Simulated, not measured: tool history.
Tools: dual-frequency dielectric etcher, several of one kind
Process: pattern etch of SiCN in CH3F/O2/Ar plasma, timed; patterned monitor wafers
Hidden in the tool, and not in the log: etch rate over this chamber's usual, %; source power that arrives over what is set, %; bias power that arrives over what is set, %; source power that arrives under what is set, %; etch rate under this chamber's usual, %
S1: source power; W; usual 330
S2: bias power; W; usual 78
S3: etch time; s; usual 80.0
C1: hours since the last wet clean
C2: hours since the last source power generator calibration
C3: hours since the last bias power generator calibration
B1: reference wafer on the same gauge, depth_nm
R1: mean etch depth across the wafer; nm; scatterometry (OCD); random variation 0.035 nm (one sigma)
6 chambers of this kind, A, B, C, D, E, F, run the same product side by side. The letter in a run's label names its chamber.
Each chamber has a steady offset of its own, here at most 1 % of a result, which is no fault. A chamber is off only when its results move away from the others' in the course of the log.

{"run": "1F", "day": 0.504, "S1": 330, "S2": 78, "S3": 80.0, "C1": 562.3, "C2": 376.0, "C3": 4492.8, "B1": 23.588, "R1": 28.554}
{"day": 0.588, "done": "chamber B: wet clean of the chamber"}
{"run": "2B", "day": 0.975, "S1": 330, "S2": 78, "S3": 80.0, "C1": 9.3, "C2": 280.9, "C3": 318.4, "B1": 23.59, "R1": 28.693}
{"run": "3D", "day": 1.367, "S1": 330, "S2": 78, "S3": 80.0, "C1": 317.9, "C2": 164.2, "C3": 1900.7, "B1": 23.589, "R1": 28.617}
{"run": "4C", "day": 1.917, "S1": 330, "S2": 78, "S3": 80.0, "C1": 171.9, "C2": 64.2, "C3": 1710.1, "B1": 23.592, "R1": 28.694}
{"run": "5E", "day": 2.458, "S1": 330, "S2": 78, "S3": 80.0, "C1": 141.4, "C2": 991.1, "C3": 2030.3, "B1": 23.577, "R1": 28.714}
{"run": "6A", "day": 2.833, "S1": 330, "S2": 78, "S3": 80.0, "C1": 319.0, "C2": 149.5, "C3": 2889.7, "B1": 23.586, "R1": 28.54}
{"run": "7D", "day": 3.1, "S1": 330, "S2": 78, "S3": 80.0, "C1": 359.5, "C2": 205.8, "C3": 1942.3, "B1": 23.579, "R1": 28.626}
{"run": "8A", "day": 3.692, "S1": 330, "S2": 78, "S3": 99.0, "C1": 339.6, "C2": 170.1, "C3": 2910.3, "B1": 23.574, "R1": 35.26}
{"run": "9F", "day": 4.017, "S1": 330, "S2": 78, "S3": 99.0, "C1": 646.6, "C2": 460.3, "C3": 4577.1, "B1": 23.57, "R1": 35.294}
{"day": 4.129, "done": "chamber F: wet clean of the chamber"}
{"run": "10C", "day": 4.312, "S1": 330, "S2": 78, "S3": 99.0, "C1": 229.4, "C2": 121.7, "C3": 1767.6, "B1": 23.563, "R1": 35.481}
{"run": "11B", "day": 4.679, "S1": 330, "S2": 78, "S3": 99.0, "C1": 98.2, "C2": 369.8, "C3": 407.3, "B1": 23.561, "R1": 35.574}
{"run": "12E", "day": 5.096, "S1": 330, "S2": 78, "S3": 99.0, "C1": 204.7, "C2": 1054.4, "C3": 2093.6, "B1": 23.558, "R1": 35.448}
{"run": "13F", "day": 5.446, "S1": 330, "S2": 78, "S3": 99.0, "C1": 31.7, "C2": 494.6, "C3": 4611.4, "B1": 23.561, "R1": 35.286}
{"day": 5.758, "done": "chamber F: bias power generator calibrated"}
{"run": "14D", "day": 6.0, "S1": 330, "S2": 78, "S3": 80.0, "C1": 429.1, "C2": 275.4, "C3": 2011.9, "B1": 23.552, "R1": 28.646}
{"run": "15A", "day": 6.396, "S1": 330, "S2": 78, "S3": 80.0, "C1": 404.5, "C2": 235.0, "C3": 2975.2, "B1": 23.55, "R1": 28.517}
{"run": "16C", "day": 6.738, "S1": 330, "S2": 78, "S3": 80.0, "C1": 287.6, "C2": 179.9, "C3": 1825.8, "B1": 23.547, "R1": 28.588}
{"run": "17B", "day": 7.017, "S1": 330, "S2": 78, "S3": 80.0, "C1": 154.3, "C2": 425.9, "C3": 463.4, "B1": 23.547, "R1": 28.716}
{"day": 7.092, "done": "chamber A: wet clean of the chamber"}
{"run": "18E", "day": 7.388, "S1": 330, "S2": 78, "S3": 80.0, "C1": 259.7, "C2": 1109.4, "C3": 2148.6, "B1": 23.544, "R1": 28.704}
{"run": "19F", "day": 7.8, "S1": 330, "S2": 78, "S3": 80.0, "C1": 88.2, "C2": 551.1, "C3": 49.1, "B1": 23.542, "R1": 28.466}
{"run": "20E", "day": 8.158, "S1": 330, "S2": 78, "S3": 80.0, "C1": 278.2, "C2": 1127.9, "C3": 2167.1, "B1": 23.545, "R1": 28.647}
{"run": "21C", "day": 8.508, "S1": 330, "S2": 78, "S3": 80.0, "C1": 330.1, "C2": 222.4, "C3": 1868.3, "B1": 23.54, "R1": 28.707}
{"day": 8.833, "done": "chamber D: wet clean of the chamber"}
{"run": "22A", "day": 8.854, "S1": 330, "S2": 78, "S3": 80.0, "C1": 42.3, "C2": 294.0, "C3": 3034.2, "B1": 23.542, "R1": 28.463}
{"run": "23D", "day": 9.425, "S1": 330, "S2": 78, "S3": 80.0, "C1": 14.2, "C2": 357.6, "C3": 2094.1, "B1": 23.534, "R1": 28.55}
{"run": "24B", "day": 9.7, "S1": 330, "S2": 78, "S3": 80.0, "C1": 218.7, "C2": 490.3, "C3": 527.8, "B1": 23.53, "R1": 28.691}
{"run": "25C", "day": 10.021, "S1": 330, "S2": 78, "S3": 80.0, "C1": 366.4, "C2": 258.7, "C3": 1904.6, "B1": 23.525, "R1": 28.713}
{"run": "26D", "day": 10.542, "S1": 330, "S2": 78, "S3": 95.5, "C1": 41.0, "C2": 384.4, "C3": 2120.9, "B1": 23.526, "R1": 34.12}
{"run": "27A", "day": 11.021, "S1": 330, "S2": 78, "S3": 95.5, "C1": 94.3, "C2": 346.0, "C3": 3086.2, "B1": 23.521, "R1": 34.039}
{"run": "28F", "day": 11.542, "S1": 330, "S2": 78, "S3": 95.5, "C1": 178.0, "C2": 640.9, "C3": 138.9, "B1": 23.52, "R1": 33.987}
{"run": "29E", "day": 11.954, "S1": 330, "S2": 78, "S3": 95.5, "C1": 369.3, "C2": 1219.0, "C3": 2258.2, "B1": 23.512, "R1": 34.185}
{"run": "30B", "day": 12.292, "S1": 330, "S2": 78, "S3": 95.5, "C1": 280.9, "C2": 552.5, "C3": 590.0, "B1": 23.514, "R1": 34.195}
{"run": "31B", "day": 12.675, "S1": 330, "S2": 78, "S3": 95.5, "C1": 290.1, "C2": 561.7, "C3": 599.2, "B1": 23.511, "R1": 34.293}
{"run": "32E", "day": 13.112, "S1": 330, "S2": 78, "S3": 80.0, "C1": 397.1, "C2": 1246.8, "C3": 2286.0, "B1": 23.5, "R1": 28.618}
{"run": "33A", "day": 13.679, "S1": 330, "S2": 78, "S3": 80.0, "C1": 158.1, "C2": 409.8, "C3": 3150.0, "B1": 23.497, "R1": 28.396}
{"run": "34F", "day": 14.254, "S1": 330, "S2": 78, "S3": 80.0, "C1": 243.1, "C2": 706.0, "C3": 204.0, "B1": 23.489, "R1": 28.478}
{"day": 14.292, "done": "chamber C: wet clean of the chamber"}
{"run": "35D", "day": 14.654, "S1": 330, "S2": 78, "S3": 80.0, "C1": 139.7, "C2": 483.1, "C3": 2219.6, "B1": 23.497, "R1": 28.589}
{"run": "36C", "day": 15.033, "S1": 330, "S2": 78, "S3": 80.0, "C1": 17.9, "C2": 379.0, "C3": 2024.9, "B1": 23.491, "R1": 28.64}
{"run": "37B", "day": 15.45, "S1": 260, "S2": 78, "S3": 65.5, "C1": 356.7, "C2": 628.3, "C3": 665.8, "B1": 23.478, "R1": 21.523}
{"run": "38D", "day": 15.933, "S1": 260, "S2": 78, "S3": 65.5, "C1": 170.4, "C2": 513.8, "C3": 2250.3, "B1": 23.488, "R1": 21.399}

Next, every chamber runs the same settings. What will each give?
{"run": "39A", "day": 16.358, "S1": 330, "S2": 91, "S3": 80.0, "R1": "?"}
{"run": "39B", "day": 16.358, "S1": 330, "S2": 91, "S3": 80.0, "R1": "?"}
{"run": "39C", "day": 16.358, "S1": 330, "S2": 91, "S3": 80.0, "R1": "?"}
{"run": "39D", "day": 16.358, "S1": 330, "S2": 91, "S3": 80.0, "R1": "?"}
{"run": "39E", "day": 16.358, "S1": 330, "S2": 91, "S3": 80.0, "R1": "?"}
{"run": "39F", "day": 16.358, "S1": 330, "S2": 91, "S3": 80.0, "R1": "?"}

run=39A R1=30.064
run=39B R1=30.271
run=39C R1=30.239
run=39D R1=30.190
run=39E R1=30.300
run=39F R1=30.046
